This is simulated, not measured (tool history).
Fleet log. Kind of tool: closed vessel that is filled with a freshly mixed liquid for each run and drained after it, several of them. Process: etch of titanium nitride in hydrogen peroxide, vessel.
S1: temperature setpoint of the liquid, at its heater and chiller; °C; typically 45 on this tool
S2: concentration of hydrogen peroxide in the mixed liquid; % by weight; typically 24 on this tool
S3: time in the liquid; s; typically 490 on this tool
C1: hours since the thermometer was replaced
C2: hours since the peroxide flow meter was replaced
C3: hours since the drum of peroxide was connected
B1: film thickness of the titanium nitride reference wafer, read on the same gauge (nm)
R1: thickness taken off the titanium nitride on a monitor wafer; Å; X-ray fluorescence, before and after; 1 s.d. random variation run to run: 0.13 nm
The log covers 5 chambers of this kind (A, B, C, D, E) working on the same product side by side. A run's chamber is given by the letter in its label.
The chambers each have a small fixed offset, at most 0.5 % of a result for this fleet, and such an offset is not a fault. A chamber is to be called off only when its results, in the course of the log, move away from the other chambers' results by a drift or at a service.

run 1E day=0.133 | S1=45 S2=24 S3=490 | C1=262.3 C2=1130.3 C3=578.5 | B1=100.01 | R1=137.8
-- day=0.262 chamber D: peroxide flow meter replaced
run 2B day=0.446 | S1=45 S2=24 S3=490 | C1=1585.2 C2=1423.9 C3=315.1 | B1=100 | R1=136.57
run 3D day=0.742 | S1=45 S2=24 S3=490 | C1=178.3 C2=11.5 C3=678 | B1=99.982 | R1=136.91
run 4A day=0.979 | S1=45 S2=24 S3=490 | C1=244.9 C2=485.4 C3=84.7 | B1=100.01 | R1=135.18
run 5C day=1.217 | S1=45 S2=24 S3=490 | C1=635 C2=464.8 C3=655.9 | B1=99.995 | R1=138.95
-- day=1.242 chamber D: new drum of peroxide connected
run 6C day=1.483 | S1=45 S2=24 S3=490 | C1=641.4 C2=471.2 C3=662.3 | B1=100 | R1=138.91
run 7B day=1.688 | S1=45 S2=24 S3=490 | C1=1615 C2=1453.7 C3=344.9 | B1=99.99 | R1=138.8
run 8E day=1.979 | S1=45 S2=29.5 S3=490 | C1=306.6 C2=1174.6 C3=622.8 | B1=100.01 | R1=143.5
run 9A day=2.238 | S1=45 S2=29.5 S3=490 | C1=275.1 C2=515.6 C3=114.9 | B1=99.986 | R1=142.26
run 10D day=2.529 | S1=45 S2=29.5 S3=490 | C1=221.2 C2=54.4 C3=31 | B1=99.979 | R1=146.16
run 11E day=2.729 | S1=45 S2=29.5 S3=490 | C1=324.6 C2=1192.6 C3=640.8 | B1=99.994 | R1=146.31
run 12A day=2.933 | S1=45 S2=29.5 S3=490 | C1=291.8 C2=532.3 C3=131.6 | B1=100 | R1=142.92
run 13B day=3.138 | S1=45 S2=24 S3=490 | C1=1649.8 C2=1488.5 C3=379.7 | B1=99.997 | R1=137.77
run 14C day=3.383 | S1=45 S2=24 S3=490 | C1=687 C2=516.8 C3=707.9 | B1=99.984 | R1=139.87
run 15D day=3.588 | S1=45 S2=24 S3=490 | C1=246.6 C2=79.8 C3=56.4 | B1=100 | R1=136.23
run 16E day=3.879 | S1=45 S2=24 S3=490 | C1=352.2 C2=1220.2 C3=668.4 | B1=100.01 | R1=139.27
run 17A day=4.154 | S1=45 S2=24 S3=490 | C1=321.1 C2=561.6 C3=160.9 | B1=99.998 | R1=137.52
run 18D day=4.371 | S1=45 S2=21 S3=490 | C1=265.4 C2=98.6 C3=75.2 | B1=99.994 | R1=131.04
run 19B day=4.512 | S1=45 S2=21 S3=490 | C1=1682.8 C2=1521.5 C3=412.7 | B1=100.01 | R1=132.85
run 20C day=4.767 | S1=45 S2=21 S3=490 | C1=720.2 C2=550 C3=741.1 | B1=100.01 | R1=137.32
run 21B day=4.971 | S1=45 S2=21 S3=490 | C1=1693.8 C2=1532.5 C3=423.7 | B1=99.997 | R1=134.18
-- day=4.983 chamber B: peroxide flow meter replaced
run 22E day=5.275 | S1=45 S2=21 S3=490 | C1=385.7 C2=1253.7 C3=701.9 | B1=99.998 | R1=135.24
run 23D day=5.512 | S1=45 S2=24 S3=490 | C1=292.8 C2=126 C3=102.6 | B1=99.996 | R1=137.68
run 24C day=5.733 | S1=45 S2=24 S3=490 | C1=743.4 C2=573.2 C3=764.3 | B1=100.01 | R1=140.59
run 25A day=5.921 | S1=45 S2=24 S3=490 | C1=363.5 C2=604 C3=203.3 | B1=99.993 | R1=138.88
run 26B day=6.175 | S1=45 S2=24 S3=490 | C1=1722.7 C2=28.6 C3=452.6 | B1=100 | R1=136.81
run 27D day=6.312 | S1=45 S2=28 S3=635 | C1=312 C2=145.2 C3=121.8 | B1=99.997 | R1=187.22
run 28C day=6.592 | S1=45 S2=28 S3=635 | C1=764 C2=593.8 C3=784.9 | B1=100.01 | R1=193.11
run 29A day=6.796 | S1=45 S2=28 S3=635 | C1=384.5 C2=625 C3=224.3 | B1=99.991 | R1=182.78
run 30E day=6.933 | S1=45 S2=28 S3=635 | C1=425.5 C2=1293.5 C3=741.7 | B1=99.989 | R1=183.6
run 31D day=7.133 | S1=45 S2=28 S3=635 | C1=331.7 C2=164.9 C3=141.5 | B1=100.01 | R1=184.99
run 32C day=7.367 | S1=45 S2=24 S3=490 | C1=782.6 C2=612.4 C3=803.5 | B1=100 | R1=143.83
run 33B day=7.558 | S1=45 S2=24 S3=490 | C1=1755.9 C2=61.8 C3=485.8 | B1=100.02 | R1=139.26
run 34E day=7.738 | S1=45 S2=24 S3=490 | C1=444.8 C2=1312.8 C3=761 | B1=99.992 | R1=139.71
run 35A day=7.875 | S1=45 S2=24 S3=490 | C1=410.4 C2=650.9 C3=250.2 | B1=100.01 | R1=137.36
run 36C day=8.017 | S1=51.5 S2=24 S3=680 | C1=798.2 C2=628 C3=819.1 | B1=99.999 | R1=318.39
run 37A day=8.175 | S1=51.5 S2=24 S3=680 | C1=417.6 C2=658.1 C3=257.4 | B1=100.02 | R1=303.02
run 38B day=8.329 | S1=51.5 S2=24 S3=680 | C1=1774.4 C2=80.3 C3=504.3 | B1=100.01 | R1=306.12
run 39E day=8.467 | S1=51.5 S2=24 S3=680 | C1=462.3 C2=1330.3 C3=778.5 | B1=100 | R1=309.83

Read the log: is a single chamber off, either drifting away or since a service, is the gauge that measures every chamber drifting, or is nothing wrong beyond small per-chamber offsets? Name any odd chamber and what most likely caused it.

Little by little, chamber C moves away from the other chambers.
Cause: liquid hotter than its thermometer reads (K) = 0.887.

Which of the 4 candidates below, each the usual settings with something changed and its results left as question marks, puts chamber C back in line with what the other chambers give on the usual settings?
In-line tolerance around the mean of the other chambers on the usual settings: R1 4.5 Å
run 40C-1 day=8.692 | S1=45 S2=24 S3=425 | R1=?
run 40C-2 day=8.692 | S1=46 S2=24 S3=515 | R1=?
run 40C-3 day=8.692 | S1=45.5 S2=24 S3=505 | R1=?
run 40C-4 day=8.692 | S1=44 S2=24 S3=490 | R1=?

What the other chambers average on the usual settings: R1 137.26 Å
run=40C-1 R1=127.99
run=40C-2 R1=166.74
run=40C-3 R1=157.7
run=40C-4 R1=137.09
Change 40C-4 lands the chamber within the allowed miss of the other chambers.
